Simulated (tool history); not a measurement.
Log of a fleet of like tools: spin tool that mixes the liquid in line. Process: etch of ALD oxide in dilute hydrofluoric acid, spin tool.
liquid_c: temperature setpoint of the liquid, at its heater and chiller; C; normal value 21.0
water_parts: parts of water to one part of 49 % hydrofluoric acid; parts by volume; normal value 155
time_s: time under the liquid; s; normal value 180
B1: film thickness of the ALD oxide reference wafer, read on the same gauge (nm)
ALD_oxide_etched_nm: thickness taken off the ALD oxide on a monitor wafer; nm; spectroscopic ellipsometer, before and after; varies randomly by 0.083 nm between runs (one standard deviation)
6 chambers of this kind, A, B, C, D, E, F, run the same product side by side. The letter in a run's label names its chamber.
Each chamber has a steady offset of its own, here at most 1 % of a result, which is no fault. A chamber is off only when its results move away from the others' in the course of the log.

{"run": "1E", "hour": 7.2, "liquid_c": 21.0, "water_parts": 155, "time_s": 180, "B1": 70.022, "ALD_oxide_etched_nm": 11.975}
{"hour": 9.8, "done": "chamber B: hydrofluoric acid flow meter replaced"}
{"run": "2C", "hour": 12.1, "liquid_c": 21.0, "water_parts": 155, "time_s": 180, "B1": 69.971, "ALD_oxide_etched_nm": 12.236}
{"run": "3D", "hour": 19.7, "liquid_c": 21.0, "water_parts": 155, "time_s": 180, "B1": 70.025, "ALD_oxide_etched_nm": 12.1}
{"run": "4F", "hour": 24.4, "liquid_c": 21.0, "water_parts": 155, "time_s": 180, "B1": 70.016, "ALD_oxide_etched_nm": 11.965}
{"run": "5A", "hour": 30.0, "liquid_c": 21.0, "water_parts": 155, "time_s": 180, "B1": 70.031, "ALD_oxide_etched_nm": 11.946}
{"run": "6B", "hour": 38.6, "liquid_c": 21.0, "water_parts": 155, "time_s": 180, "B1": 70.033, "ALD_oxide_etched_nm": 11.761}
{"run": "7F", "hour": 45.8, "liquid_c": 21.0, "water_parts": 155, "time_s": 180, "B1": 69.964, "ALD_oxide_etched_nm": 11.941}
{"run": "8E", "hour": 52.0, "liquid_c": 21.0, "water_parts": 155, "time_s": 180, "B1": 69.96, "ALD_oxide_etched_nm": 11.908}
{"run": "9C", "hour": 55.9, "liquid_c": 23.5, "water_parts": 200, "time_s": 180, "B1": 70.023, "ALD_oxide_etched_nm": 9.7495}
{"run": "10D", "hour": 60.5, "liquid_c": 23.5, "water_parts": 200, "time_s": 180, "B1": 69.983, "ALD_oxide_etched_nm": 9.6182}
{"run": "11A", "hour": 65.8, "liquid_c": 23.5, "water_parts": 200, "time_s": 180, "B1": 70.002, "ALD_oxide_etched_nm": 9.6866}
{"run": "12B", "hour": 73.2, "liquid_c": 23.5, "water_parts": 200, "time_s": 180, "B1": 69.954, "ALD_oxide_etched_nm": 9.7674}
{"run": "13D", "hour": 81.4, "liquid_c": 23.5, "water_parts": 200, "time_s": 180, "B1": 70.002, "ALD_oxide_etched_nm": 9.7904}
{"run": "14C", "hour": 86.8, "liquid_c": 23.5, "water_parts": 200, "time_s": 180, "B1": 70.015, "ALD_oxide_etched_nm": 9.9968}
{"hour": 90.3, "done": "chamber D: hydrofluoric acid flow meter replaced"}
{"run": "15A", "hour": 93.4, "liquid_c": 21.0, "water_parts": 155, "time_s": 180, "B1": 69.982, "ALD_oxide_etched_nm": 11.896}
{"run": "16B", "hour": 99.5, "liquid_c": 21.0, "water_parts": 155, "time_s": 180, "B1": 70.02, "ALD_oxide_etched_nm": 12.13}
{"run": "17F", "hour": 104.1, "liquid_c": 21.0, "water_parts": 155, "time_s": 180, "B1": 69.987, "ALD_oxide_etched_nm": 12.031}
{"run": "18E", "hour": 108.2, "liquid_c": 19.5, "water_parts": 155, "time_s": 180, "B1": 70.003, "ALD_oxide_etched_nm": 11.082}
{"run": "19B", "hour": 112.4, "liquid_c": 19.5, "water_parts": 155, "time_s": 180, "B1": 69.992, "ALD_oxide_etched_nm": 11.277}
{"hour": 114.9, "done": "chamber A: thermometer replaced"}
{"run": "20C", "hour": 117.6, "liquid_c": 19.5, "water_parts": 155, "time_s": 180, "B1": 70.04, "ALD_oxide_etched_nm": 11.384}
{"run": "21E", "hour": 123.8, "liquid_c": 19.5, "water_parts": 155, "time_s": 180, "B1": 69.977, "ALD_oxide_etched_nm": 11.157}
{"run": "22D", "hour": 130.1, "liquid_c": 19.5, "water_parts": 155, "time_s": 180, "B1": 69.995, "ALD_oxide_etched_nm": 11.413}
{"run": "23A", "hour": 135.3, "liquid_c": 19.5, "water_parts": 155, "time_s": 180, "B1": 69.954, "ALD_oxide_etched_nm": 11.257}
{"run": "24F", "hour": 140.4, "liquid_c": 17.0, "water_parts": 155, "time_s": 180, "B1": 70.011, "ALD_oxide_etched_nm": 10.089}
{"run": "25E", "hour": 147.1, "liquid_c": 17.0, "water_parts": 155, "time_s": 180, "B1": 69.981, "ALD_oxide_etched_nm": 9.9827}
{"run": "26F", "hour": 152.5, "liquid_c": 17.0, "water_parts": 155, "time_s": 180, "B1": 70.005, "ALD_oxide_etched_nm": 10.176}
{"run": "27D", "hour": 160.5, "liquid_c": 17.0, "water_parts": 155, "time_s": 180, "B1": 70.012, "ALD_oxide_etched_nm": 10.321}
{"run": "28B", "hour": 166.0, "liquid_c": 17.0, "water_parts": 155, "time_s": 180, "B1": 70.024, "ALD_oxide_etched_nm": 10.208}
{"run": "29A", "hour": 174.0, "liquid_c": 17.0, "water_parts": 155, "time_s": 180, "B1": 69.978, "ALD_oxide_etched_nm": 10.368}
{"hour": 178.5, "done": "chamber C: hydrofluoric acid flow meter replaced"}
{"run": "30C", "hour": 178.5, "liquid_c": 21.0, "water_parts": 155, "time_s": 180, "B1": 70.03, "ALD_oxide_etched_nm": 12.069}
{"run": "31C", "hour": 185.2, "liquid_c": 21.0, "water_parts": 155, "time_s": 180, "B1": 70.044, "ALD_oxide_etched_nm": 11.916}
{"run": "32F", "hour": 194.1, "liquid_c": 21.0, "water_parts": 155, "time_s": 180, "B1": 70.014, "ALD_oxide_etched_nm": 12.067}
{"run": "33D", "hour": 200.0, "liquid_c": 21.0, "water_parts": 155, "time_s": 180, "B1": 69.962, "ALD_oxide_etched_nm": 11.937}
{"run": "34A", "hour": 206.6, "liquid_c": 21.0, "water_parts": 155, "time_s": 180, "B1": 70.007, "ALD_oxide_etched_nm": 11.868}
{"run": "35B", "hour": 214.7, "liquid_c": 21.0, "water_parts": 155, "time_s": 180, "B1": 69.957, "ALD_oxide_etched_nm": 11.942}
{"run": "36E", "hour": 223.1, "liquid_c": 21.0, "water_parts": 155, "time_s": 180, "B1": 69.998, "ALD_oxide_etched_nm": 11.134}
{"run": "37B", "hour": 229.0, "liquid_c": 21.0, "water_parts": 155, "time_s": 180, "B1": 70.015, "ALD_oxide_etched_nm": 12.014}

The same settings go to every chamber for the next run, one line per chamber below. Forecast the results for each:
{"run": "38A", "hour": 235.4, "liquid_c": 24.5, "water_parts": 155, "time_s": 180, "ALD_oxide_etched_nm": "?"}
{"run": "38B", "hour": 235.4, "liquid_c": 24.5, "water_parts": 155, "time_s": 180, "ALD_oxide_etched_nm": "?"}
{"run": "38C", "hour": 235.4, "liquid_c": 24.5, "water_parts": 155, "time_s": 180, "ALD_oxide_etched_nm": "?"}
{"run": "38D", "hour": 235.4, "liquid_c": 24.5, "water_parts": 155, "time_s": 180, "ALD_oxide_etched_nm": "?"}
{"run": "38E", "hour": 235.4, "liquid_c": 24.5, "water_parts": 155, "time_s": 180, "ALD_oxide_etched_nm": "?"}
{"run": "38F", "hour": 235.4, "liquid_c": 24.5, "water_parts": 155, "time_s": 180, "ALD_oxide_etched_nm": "?"}

run=38A ALD_oxide_etched_nm=13.5480
run=38B ALD_oxide_etched_nm=13.4550
run=38C ALD_oxide_etched_nm=13.9000
run=38D ALD_oxide_etched_nm=13.5660
run=38E ALD_oxide_etched_nm=12.9130
run=38F ALD_oxide_etched_nm=13.7300
